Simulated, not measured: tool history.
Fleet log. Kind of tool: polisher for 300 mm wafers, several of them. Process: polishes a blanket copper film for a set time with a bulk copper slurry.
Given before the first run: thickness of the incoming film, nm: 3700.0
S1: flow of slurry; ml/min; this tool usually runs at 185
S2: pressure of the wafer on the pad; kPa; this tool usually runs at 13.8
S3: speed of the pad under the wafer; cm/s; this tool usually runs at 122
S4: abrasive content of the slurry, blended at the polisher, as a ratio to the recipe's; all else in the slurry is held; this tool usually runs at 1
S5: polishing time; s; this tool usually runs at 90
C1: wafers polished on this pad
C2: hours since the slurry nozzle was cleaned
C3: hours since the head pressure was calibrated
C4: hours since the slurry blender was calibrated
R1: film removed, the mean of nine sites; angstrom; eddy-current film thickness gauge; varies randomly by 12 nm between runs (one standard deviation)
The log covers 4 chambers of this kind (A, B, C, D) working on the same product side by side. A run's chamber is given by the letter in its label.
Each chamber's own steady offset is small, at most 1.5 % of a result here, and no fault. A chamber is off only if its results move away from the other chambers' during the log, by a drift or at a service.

{"run": "1A", "day": 0.404, "S1": 185, "S2": 13.8, "S3": 122, "S4": 1, "S5": 90, "C1": 150, "C2": 289, "C3": 861, "C4": 13.3, "R1": 8034.1}
{"run": "2D", "day": 0.792, "S1": 185, "S2": 13.8, "S3": 122, "S4": 1, "S5": 90, "C1": 813, "C2": 248.6, "C3": 458.6, "C4": 98.3, "R1": 8189}
{"run": "3B", "day": 1.092, "S1": 185, "S2": 13.8, "S3": 122, "S4": 1, "S5": 90, "C1": 623, "C2": 161.6, "C3": 192, "C4": 127.9, "R1": 7845}
{"day": 1.108, "done": "chamber C: slurry blender recalibrated"}
{"day": 1.208, "done": "chamber D: head pressure recalibrated"}
{"day": 1.271, "done": "chamber D: worn pad replaced by a new one"}
{"run": "4C", "day": 1.533, "S1": 185, "S2": 13.8, "S3": 122, "S4": 1, "S5": 90, "C1": 1082, "C2": 183.5, "C3": 201.5, "C4": 10.3, "R1": 7881.2}
{"run": "5B", "day": 1.754, "S1": 185, "S2": 13.8, "S3": 122, "S4": 1, "S5": 90, "C1": 846, "C2": 177.5, "C3": 207.9, "C4": 143.8, "R1": 7724.4}
{"run": "6D", "day": 2.212, "S1": 185, "S2": 13.8, "S3": 122, "S4": 1, "S5": 90, "C1": 316, "C2": 282.7, "C3": 24.2, "C4": 132.4, "R1": 8028}
{"run": "7A", "day": 2.475, "S1": 185, "S2": 13.8, "S3": 84, "S4": 1, "S5": 109, "C1": 844, "C2": 338.7, "C3": 910.7, "C4": 63, "R1": 6862.4}
{"run": "8C", "day": 2.704, "S1": 185, "S2": 13.8, "S3": 84, "S4": 1, "S5": 109, "C1": 1474, "C2": 211.6, "C3": 229.6, "C4": 38.4, "R1": 6617.3}
{"run": "9D", "day": 2.975, "S1": 185, "S2": 13.8, "S3": 84, "S4": 1, "S5": 109, "C1": 572, "C2": 301, "C3": 42.5, "C4": 150.7, "R1": 6626}
{"run": "10A", "day": 3.317, "S1": 185, "S2": 13.8, "S3": 84, "S4": 1, "S5": 109, "C1": 1126, "C2": 358.9, "C3": 930.9, "C4": 83.2, "R1": 6670.9}
{"day": 3.346, "done": "chamber B: worn pad replaced by a new one"}
{"run": "11B", "day": 3.6, "S1": 185, "S2": 13.8, "S3": 122, "S4": 1, "S5": 90, "C1": 85, "C2": 221.8, "C3": 252.2, "C4": 188.1, "R1": 8020.7}
{"day": 3.679, "done": "chamber D: worn pad replaced by a new one"}
{"day": 3.921, "done": "chamber A: worn pad replaced by a new one"}
{"run": "12C", "day": 4.042, "S1": 185, "S2": 13.8, "S3": 122, "S4": 1, "S5": 90, "C1": 1923, "C2": 243.7, "C3": 261.7, "C4": 70.5, "R1": 7833.3}
{"run": "13C", "day": 4.446, "S1": 185, "S2": 13.8, "S3": 122, "S4": 1, "S5": 90, "C1": 2058, "C2": 253.4, "C3": 271.4, "C4": 80.2, "R1": 7839.3}
{"run": "14B", "day": 4.892, "S1": 210, "S2": 16.5, "S3": 122, "S4": 1, "S5": 90, "C1": 518, "C2": 252.8, "C3": 283.2, "C4": 219.1, "R1": 9869}
{"run": "15A", "day": 5.308, "S1": 210, "S2": 16.5, "S3": 122, "S4": 1, "S5": 90, "C1": 466, "C2": 406.7, "C3": 978.7, "C4": 131, "R1": 9632.5}
{"run": "16D", "day": 5.612, "S1": 210, "S2": 16.5, "S3": 122, "S4": 1, "S5": 90, "C1": 649, "C2": 364.3, "C3": 105.8, "C4": 214, "R1": 9710.1}
{"run": "17D", "day": 6.058, "S1": 210, "S2": 16.5, "S3": 122, "S4": 1, "S5": 90, "C1": 798, "C2": 375, "C3": 116.5, "C4": 224.7, "R1": 9867.4}
{"day": 6.279, "done": "chamber D: worn pad replaced by a new one"}
{"day": 6.283, "done": "chamber B: slurry blender recalibrated"}
{"run": "18B", "day": 6.3, "S1": 185, "S2": 13.8, "S3": 122, "S4": 1, "S5": 90, "C1": 991, "C2": 286.6, "C3": 317, "C4": 0.5, "R1": 7940}
{"run": "19C", "day": 6.7, "S1": 185, "S2": 13.8, "S3": 122, "S4": 1, "S5": 90, "C1": 2814, "C2": 307.5, "C3": 325.5, "C4": 134.3, "R1": 7646}
{"run": "20A", "day": 6.933, "S1": 185, "S2": 13.8, "S3": 122, "S4": 1, "S5": 90, "C1": 1010, "C2": 445.7, "C3": 1017.7, "C4": 170, "R1": 8039.1}
{"day": 7.012, "done": "chamber B: slurry nozzle cleaned"}
{"run": "21D", "day": 7.171, "S1": 185, "S2": 13.8, "S3": 122, "S4": 1, "S5": 90, "C1": 299, "C2": 401.7, "C3": 143.2, "C4": 251.4, "R1": 8005.8}
{"run": "22C", "day": 7.571, "S1": 185, "S2": 13.8, "S3": 122, "S4": 1.1, "S5": 90, "C1": 3106, "C2": 328.4, "C3": 346.4, "C4": 155.2, "R1": 7527.5}
{"day": 7.588, "done": "chamber B: worn pad replaced by a new one"}
{"run": "23A", "day": 7.938, "S1": 185, "S2": 13.8, "S3": 122, "S4": 1.1, "S5": 90, "C1": 1347, "C2": 469.8, "C3": 1041.8, "C4": 194.1, "R1": 8286.4}
{"day": 8.183, "done": "chamber A: worn pad replaced by a new one"}
{"run": "24B", "day": 8.192, "S1": 185, "S2": 13.8, "S3": 122, "S4": 1.1, "S5": 90, "C1": 202, "C2": 28.4, "C3": 362.4, "C4": 45.9, "R1": 8057.4}
{"day": 8.475, "done": "chamber D: worn pad replaced by a new one"}
{"run": "25C", "day": 8.483, "S1": 185, "S2": 13.8, "S3": 122, "S4": 1.1, "S5": 90, "C1": 3412, "C2": 350.3, "C3": 368.3, "C4": 177.1, "R1": 7607.2}
{"day": 8.779, "done": "chamber D: slurry nozzle cleaned"}
{"run": "26D", "day": 8.825, "S1": 185, "S2": 13.8, "S3": 122, "S4": 1, "S5": 90, "C1": 117, "C2": 1.2, "C3": 182.9, "C4": 291.1, "R1": 7926.1}
{"run": "27A", "day": 9.204, "S1": 185, "S2": 13.8, "S3": 122, "S4": 1, "S5": 90, "C1": 342, "C2": 500.2, "C3": 1072.2, "C4": 224.5, "R1": 8028.7}
{"run": "28B", "day": 9.683, "S1": 185, "S2": 13.8, "S3": 122, "S4": 1, "S5": 90, "C1": 702, "C2": 64.2, "C3": 398.2, "C4": 81.7, "R1": 7869.2}
{"run": "29C", "day": 9.933, "S1": 185, "S2": 13.8, "S3": 122, "S4": 1, "S5": 90, "C1": 3898, "C2": 385.1, "C3": 403.1, "C4": 211.9, "R1": 7550.8}
{"run": "30B", "day": 10.204, "S1": 185, "S2": 13.8, "S3": 122, "S4": 1, "S5": 90, "C1": 877, "C2": 76.7, "C3": 410.7, "C4": 94.2, "R1": 7956.9}
{"run": "31D", "day": 10.562, "S1": 185, "S2": 13.8, "S3": 122, "S4": 1, "S5": 90, "C1": 700, "C2": 42.9, "C3": 224.6, "C4": 332.8, "R1": 7820.1}
{"day": 11.004, "done": "chamber D: worn pad replaced by a new one"}
{"run": "32A", "day": 11.017, "S1": 185, "S2": 13.8, "S3": 122, "S4": 1, "S5": 90, "C1": 949, "C2": 543.7, "C3": 1115.7, "C4": 268, "R1": 7730.3}
{"run": "33B", "day": 11.321, "S1": 185, "S2": 13.8, "S3": 122, "S4": 1, "S5": 90, "C1": 1251, "C2": 103.5, "C3": 437.5, "C4": 121, "R1": 8119.1}
{"run": "34C", "day": 11.554, "S1": 185, "S2": 13.8, "S3": 122, "S4": 1, "S5": 90, "C1": 4441, "C2": 424, "C3": 442, "C4": 250.8, "R1": 7003.5}
{"run": "35D", "day": 11.954, "S1": 185, "S2": 13.8, "S3": 122, "S4": 1, "S5": 90, "C1": 318, "C2": 76.3, "C3": 258, "C4": 366.2, "R1": 7999}
{"run": "36A", "day": 12.254, "S1": 185, "S2": 13.8, "S3": 122, "S4": 1, "S5": 90, "C1": 1364, "C2": 573.4, "C3": 1145.4, "C4": 297.7, "R1": 7938.5}
{"day": 12.504, "done": "chamber A: worn pad replaced by a new one"}
{"run": "37A", "day": 12.642, "S1": 185, "S2": 13.8, "S3": 122, "S4": 1, "S5": 90, "C1": 47, "C2": 582.7, "C3": 1154.7, "C4": 307, "R1": 8067.5}

One chamber off, gauge drift, or nothing amiss beyond the chambers' own small offsets? If it is a chamber, which one, and what is the likeliest cause?

It is chamber C that slowly wanders off from its peers.
Likeliest cause: removal rate lost through wear of the pad, % = 11.3.
The log might look much the same if the cause were instead: head's pressure below its setpoint, %.

Which of the 4 candidates below, each the usual settings with something changed and its results left as question marks, puts chamber C back in line with what the other chambers give on the usual settings?
Counts as in line when no further than this from what the other chambers average on the usual settings: R1 400 angstrom
{"run": "38C-1", "day": 12.983, "S1": 185, "S2": 14.5, "S3": 122, "S4": 1, "S5": 97, "R1": "?"}
{"run": "38C-2", "day": 12.983, "S1": 185, "S2": 13.1, "S3": 114, "S4": 1, "S5": 90, "R1": "?"}
{"run": "38C-3", "day": 12.983, "S1": 145, "S2": 13.8, "S3": 122, "S4": 1, "S5": 90, "R1": "?"}
{"run": "38C-4", "day": 12.983, "S1": 185, "S2": 13.8, "S3": 124, "S4": 1, "S5": 92, "R1": "?"}

On the usual settings, the other chambers give on average: R1 7935.2 angstrom
run=38C-1 R1=7989.7
run=38C-2 R1=6264.1
run=38C-3 R1=6764.8
run=38C-4 R1=7339
Change 38C-1 lands the chamber within the allowed miss of the other chambers.
